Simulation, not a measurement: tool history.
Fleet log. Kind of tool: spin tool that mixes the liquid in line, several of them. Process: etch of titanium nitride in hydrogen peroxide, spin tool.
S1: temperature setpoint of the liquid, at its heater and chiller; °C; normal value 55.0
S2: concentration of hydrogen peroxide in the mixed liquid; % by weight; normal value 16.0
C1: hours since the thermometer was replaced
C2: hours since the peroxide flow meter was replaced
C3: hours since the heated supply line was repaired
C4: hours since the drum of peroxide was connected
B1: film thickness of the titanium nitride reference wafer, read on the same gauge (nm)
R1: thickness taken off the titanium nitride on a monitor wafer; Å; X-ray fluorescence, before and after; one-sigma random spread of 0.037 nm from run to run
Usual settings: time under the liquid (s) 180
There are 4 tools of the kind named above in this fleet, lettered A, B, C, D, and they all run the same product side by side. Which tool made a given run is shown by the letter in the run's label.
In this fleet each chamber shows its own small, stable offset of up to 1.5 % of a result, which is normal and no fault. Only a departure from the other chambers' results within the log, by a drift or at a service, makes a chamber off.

{"run": "1A", "hour": 4.3, "S1": 55.0, "S2": 16.0, "time under the liquid (s)": 180, "C1": 2532.4, "C2": 1043.8, "C3": 842.2, "C4": 218.1, "B1": 129.99, "R1": 66.7}
{"run": "2D", "hour": 7.9, "S1": 55.0, "S2": 16.0, "time under the liquid (s)": 180, "C1": 1179.8, "C2": 626.7, "C3": 1363.4, "C4": 365.0, "B1": 130.01, "R1": 65.775}
{"run": "3C", "hour": 10.1, "S1": 55.0, "S2": 16.0, "time under the liquid (s)": 180, "C1": 208.7, "C2": 119.8, "C3": 603.7, "C4": 1009.7, "B1": 130.03, "R1": 66.88}
{"run": "4B", "hour": 13.8, "S1": 55.0, "S2": 16.0, "time under the liquid (s)": 180, "C1": 220.6, "C2": 348.4, "C3": 399.2, "C4": 1021.9, "B1": 129.99, "R1": 64.815}
{"run": "5D", "hour": 18.5, "S1": 55.0, "S2": 16.0, "time under the liquid (s)": 180, "C1": 1190.4, "C2": 637.3, "C3": 1374.0, "C4": 375.6, "B1": 130.01, "R1": 66.252}
{"hour": 19.4, "done": "chamber C: new drum of peroxide connected"}
{"run": "6B", "hour": 23.0, "S1": 55.0, "S2": 16.0, "time under the liquid (s)": 180, "C1": 229.8, "C2": 357.6, "C3": 408.4, "C4": 1031.1, "B1": 130.01, "R1": 65.26}
{"run": "7A", "hour": 25.5, "S1": 55.0, "S2": 16.0, "time under the liquid (s)": 180, "C1": 2553.6, "C2": 1065.0, "C3": 863.4, "C4": 239.3, "B1": 130.0, "R1": 65.978}
{"run": "8C", "hour": 29.5, "S1": 55.0, "S2": 16.0, "time under the liquid (s)": 180, "C1": 228.1, "C2": 139.2, "C3": 623.1, "C4": 10.2, "B1": 130.0, "R1": 66.469}
{"run": "9D", "hour": 32.8, "S1": 55.0, "S2": 16.0, "time under the liquid (s)": 180, "C1": 1204.7, "C2": 651.6, "C3": 1388.3, "C4": 389.9, "B1": 129.99, "R1": 65.444}
{"run": "10A", "hour": 36.2, "S1": 55.0, "S2": 16.0, "time under the liquid (s)": 180, "C1": 2564.3, "C2": 1075.7, "C3": 874.1, "C4": 250.0, "B1": 129.98, "R1": 66.06}
{"run": "11B", "hour": 39.1, "S1": 55.0, "S2": 16.0, "time under the liquid (s)": 180, "C1": 245.9, "C2": 373.7, "C3": 424.5, "C4": 1047.2, "B1": 129.98, "R1": 64.747}
{"run": "12C", "hour": 42.2, "S1": 55.0, "S2": 20.0, "time under the liquid (s)": 180, "C1": 240.8, "C2": 151.9, "C3": 635.8, "C4": 22.9, "B1": 130.0, "R1": 68.558}
{"run": "13A", "hour": 45.0, "S1": 55.0, "S2": 20.0, "time under the liquid (s)": 180, "C1": 2573.1, "C2": 1084.5, "C3": 882.9, "C4": 258.8, "B1": 130.01, "R1": 69.424}
{"run": "14B", "hour": 49.6, "S1": 55.0, "S2": 20.0, "time under the liquid (s)": 180, "C1": 256.4, "C2": 384.2, "C3": 435.0, "C4": 1057.7, "B1": 130.01, "R1": 68.637}
{"run": "15C", "hour": 54.2, "S1": 55.0, "S2": 20.0, "time under the liquid (s)": 180, "C1": 252.8, "C2": 163.9, "C3": 647.8, "C4": 34.9, "B1": 130.0, "R1": 69.05}
{"run": "16D", "hour": 57.5, "S1": 55.0, "S2": 18.5, "time under the liquid (s)": 180, "C1": 1229.4, "C2": 676.3, "C3": 1413.0, "C4": 414.6, "B1": 130.0, "R1": 66.806}
{"run": "17B", "hour": 61.2, "S1": 55.0, "S2": 18.5, "time under the liquid (s)": 180, "C1": 268.0, "C2": 395.8, "C3": 446.6, "C4": 1069.3, "B1": 130.01, "R1": 67.372}
{"run": "18C", "hour": 65.5, "S1": 55.0, "S2": 18.5, "time under the liquid (s)": 180, "C1": 264.1, "C2": 175.2, "C3": 659.1, "C4": 46.2, "B1": 129.99, "R1": 68.674}
{"run": "19D", "hour": 70.4, "S1": 55.0, "S2": 18.5, "time under the liquid (s)": 180, "C1": 1242.3, "C2": 689.2, "C3": 1425.9, "C4": 427.5, "B1": 129.98, "R1": 65.999}
{"run": "20A", "hour": 73.0, "S1": 55.0, "S2": 16.0, "time under the liquid (s)": 225, "C1": 2601.1, "C2": 1112.5, "C3": 910.9, "C4": 286.8, "B1": 130.03, "R1": 82.851}
{"run": "21D", "hour": 76.2, "S1": 55.0, "S2": 16.0, "time under the liquid (s)": 225, "C1": 1248.1, "C2": 695.0, "C3": 1431.7, "C4": 433.3, "B1": 130.01, "R1": 80.033}
{"run": "22A", "hour": 80.3, "S1": 55.0, "S2": 16.0, "time under the liquid (s)": 225, "C1": 2608.4, "C2": 1119.8, "C3": 918.2, "C4": 294.1, "B1": 130.03, "R1": 82.35}
{"run": "23B", "hour": 83.9, "S1": 55.0, "S2": 16.0, "time under the liquid (s)": 225, "C1": 290.7, "C2": 418.5, "C3": 469.3, "C4": 1092.0, "B1": 129.99, "R1": 81.323}
{"run": "24C", "hour": 88.2, "S1": 55.0, "S2": 16.0, "time under the liquid (s)": 180, "C1": 286.8, "C2": 197.9, "C3": 681.8, "C4": 68.9, "B1": 130.01, "R1": 66.871}
{"hour": 89.1, "done": "chamber A: thermometer replaced"}
{"run": "25D", "hour": 92.1, "S1": 55.0, "S2": 16.0, "time under the liquid (s)": 180, "C1": 1264.0, "C2": 710.9, "C3": 1447.6, "C4": 449.2, "B1": 130.0, "R1": 63.923}
{"run": "26C", "hour": 95.8, "S1": 55.0, "S2": 16.0, "time under the liquid (s)": 180, "C1": 294.4, "C2": 205.5, "C3": 689.4, "C4": 76.5, "B1": 129.99, "R1": 66.09}
{"run": "27A", "hour": 99.7, "S1": 55.0, "S2": 21.0, "time under the liquid (s)": 280, "C1": 10.7, "C2": 1139.2, "C3": 937.6, "C4": 313.5, "B1": 130.01, "R1": 108.4}

Decide between three cases: one chamber stands off from its peers, the gauge reading all wafers drifts, or nothing is wrong past each chamber's small offset. Where a chamber is off, say which and what most likely put it there.

One chamber, D, drifts off from the rest bit by bit.
What lies behind it: liquid colder than its thermometer reads (K) = 0.469.
Not necessarily distinguishable in this log from: peroxide flow below the setpoint (%); temperature lost on the way to the wafer (K).

Here are 4 candidates for chamber D's next run, each the usual settings with a change, their results left as question marks. Which one brings its results back in line with what the others give on the usual settings?
Maximum distance from the other chambers' mean on the usual settings for a result to count as in line: R1 1.300 Å
{"run": "28D-1", "hour": 103.2, "S1": 54.0, "S2": 16.0, "time under the liquid (s)": 180, "R1": "?"}
{"run": "28D-2", "hour": 103.2, "S1": 56.0, "S2": 16.0, "time under the liquid (s)": 180, "R1": "?"}
{"run": "28D-3", "hour": 103.2, "S1": 55.5, "S2": 16.0, "time under the liquid (s)": 180, "R1": "?"}
{"run": "28D-4", "hour": 103.2, "S1": 54.5, "S2": 16.0, "time under the liquid (s)": 180, "R1": "?"}

What the other chambers average on the usual settings: R1 65.985 Å
run=28D-1 R1=59.292
run=28D-2 R1=68.188
run=28D-3 R1=65.845
run=28D-4 R1=61.378
28D-3 brings the chamber back in line.
